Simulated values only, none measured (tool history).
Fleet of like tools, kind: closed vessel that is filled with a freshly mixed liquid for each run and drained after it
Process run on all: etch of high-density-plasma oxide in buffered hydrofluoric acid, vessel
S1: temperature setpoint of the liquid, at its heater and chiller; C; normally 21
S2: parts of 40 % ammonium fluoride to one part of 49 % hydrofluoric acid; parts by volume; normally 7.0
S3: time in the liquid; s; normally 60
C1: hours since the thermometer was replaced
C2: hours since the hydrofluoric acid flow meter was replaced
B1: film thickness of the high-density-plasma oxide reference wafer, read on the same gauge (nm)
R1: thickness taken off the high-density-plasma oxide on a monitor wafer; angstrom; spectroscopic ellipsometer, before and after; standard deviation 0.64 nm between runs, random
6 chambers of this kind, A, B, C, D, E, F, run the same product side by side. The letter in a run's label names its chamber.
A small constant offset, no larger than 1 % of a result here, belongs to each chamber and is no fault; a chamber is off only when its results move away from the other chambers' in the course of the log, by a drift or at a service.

| run | hour | S1 | S2 | S3 | C1 | C2 | B1 | R1 |
|---|---|---|---|---|---|---|---|---|
| 1E | 8.0 | 21 | 7.0 | 60 | 1143.0 | 1161.6 | 110.00 | 1650.6 |
| 2C | 17.2 | 21 | 7.0 | 60 | 419.7 | 1945.5 | 110.00 | 1639.7 |
| 3F | 26.2 | 21 | 7.0 | 60 | 446.4 | 2099.5 | 110.05 | 1680.0 |
| 4D | 31.8 | 21 | 7.0 | 60 | 731.2 | 1141.5 | 109.99 | 1675.6 |
| 5B | 36.3 | 21 | 5.0 | 35 | 834.4 | 562.6 | 109.99 | 1295.0 |
| 6A | 44.5 | 21 | 5.0 | 35 | 363.6 | 828.5 | 109.97 | 1308.1 |
| 7F | 52.5 | 21 | 5.0 | 35 | 472.7 | 2125.8 | 110.03 | 1292.1 |
| 8A | 59.4 | 21 | 5.0 | 35 | 378.5 | 843.4 | 110.00 | 1298.3 |
| 9E | 66.2 | 21 | 5.0 | 35 | 1201.2 | 1219.8 | 109.99 | 1292.3 |
| 10B | 76.0 | 21 | 5.0 | 35 | 874.1 | 602.3 | 109.98 | 1306.4 |
| 11D | 83.0 | 21 | 7.0 | 60 | 782.4 | 1192.7 | 109.99 | 1657.2 |
| 12C | 90.0 | 21 | 7.0 | 60 | 492.5 | 2018.3 | 110.04 | 1659.1 |
| 13F | 99.1 | 21 | 7.0 | 60 | 519.3 | 2172.4 | 110.00 | 1685.6 |
| 14E | 103.3 | 21 | 7.0 | 60 | 1238.3 | 1256.9 | 110.02 | 1654.2 |
| 15C | 109.2 | 21 | 7.0 | 60 | 511.7 | 2037.5 | 110.01 | 1642.4 |
| 16D | 116.1 | 21 | 7.0 | 60 | 815.5 | 1225.8 | 110.01 | 1670.2 |
| 17A | 125.7 | 21 | 7.0 | 60 | 444.8 | 909.7 | 110.00 | 1681.8 |
| 18B | 131.4 | 21 | 7.0 | 60 | 929.5 | 657.7 | 109.98 | 1667.6 |
|  | 132.9 | chamber F: hydrofluoric acid flow meter replaced |
| 19B | 138.4 | 21 | 7.0 | 60 | 936.5 | 664.7 | 109.99 | 1671.2 |
|  | 139.6 | chamber A: hydrofluoric acid flow meter replaced |
| 20D | 143.4 | 17 | 8.5 | 60 | 842.8 | 1253.1 | 110.00 | 1069.7 |
| 21E | 148.8 | 17 | 8.5 | 60 | 1283.8 | 1302.4 | 110.01 | 1069.8 |
| 22F | 156.5 | 17 | 8.5 | 60 | 576.7 | 23.6 | 110.00 | 1088.3 |
| 23C | 165.3 | 17 | 8.5 | 60 | 567.8 | 2093.6 | 110.02 | 1068.3 |
| 24A | 170.5 | 17 | 8.5 | 60 | 489.6 | 30.9 | 110.00 | 1072.5 |
| 25F | 179.9 | 17 | 8.5 | 60 | 600.1 | 47.0 | 109.97 | 1087.1 |
| 26B | 187.2 | 21 | 9.5 | 95 | 985.3 | 713.5 | 110.03 | 1957.6 |
| 27D | 192.9 | 21 | 9.5 | 95 | 892.3 | 1302.6 | 110.03 | 1938.0 |
| 28A | 199.6 | 21 | 9.5 | 95 | 518.7 | 60.0 | 110.03 | 1938.8 |
|  | 204.4 | chamber C: hydrofluoric acid flow meter replaced |
| 29E | 205.6 | 21 | 9.5 | 95 | 1340.6 | 1359.2 | 110.00 | 1915.2 |
| 30C | 213.4 | 21 | 9.5 | 95 | 615.9 | 9.0 | 109.96 | 1926.1 |
| 31B | 221.6 | 21 | 9.5 | 95 | 1019.7 | 747.9 | 109.95 | 1952.2 |
| 32E | 230.4 | 21 | 7.0 | 60 | 1365.4 | 1384.0 | 110.05 | 1655.0 |
| 33F | 237.9 | 21 | 6.0 | 40 | 658.1 | 105.0 | 109.95 | 1273.3 |
| 34A | 243.1 | 21 | 6.0 | 40 | 562.2 | 103.5 | 109.97 | 1267.4 |
| 35C | 248.0 | 21 | 6.0 | 40 | 650.5 | 43.6 | 110.01 | 1266.0 |
| 36D | 252.9 | 21 | 6.0 | 40 | 952.3 | 1362.6 | 109.98 | 1279.2 |
| 37F | 260.7 | 21 | 6.0 | 40 | 680.9 | 127.8 | 109.99 | 1265.1 |
| 38A | 266.5 | 21 | 6.0 | 40 | 585.6 | 126.9 | 109.98 | 1267.2 |
| 39E | 275.1 | 21 | 7.0 | 60 | 1410.1 | 1428.7 | 110.03 | 1653.4 |
| 40C | 282.8 | 21 | 7.0 | 60 | 685.3 | 78.4 | 110.01 | 1653.1 |
| 41D | 288.3 | 21 | 7.0 | 60 | 987.7 | 1398.0 | 109.92 | 1676.1 |
| 42B | 297.6 | 21 | 7.0 | 60 | 1095.7 | 823.9 | 110.00 | 1676.9 |

Has any chamber moved away from the others, gradually or after a service, or does the common gauge drift, or do the chambers differ only by their own small steady offsets? State the chamber and the most likely cause if one applies.

No chamber is off and the gauge is stable; the differences are just each chamber's small, constant offset.
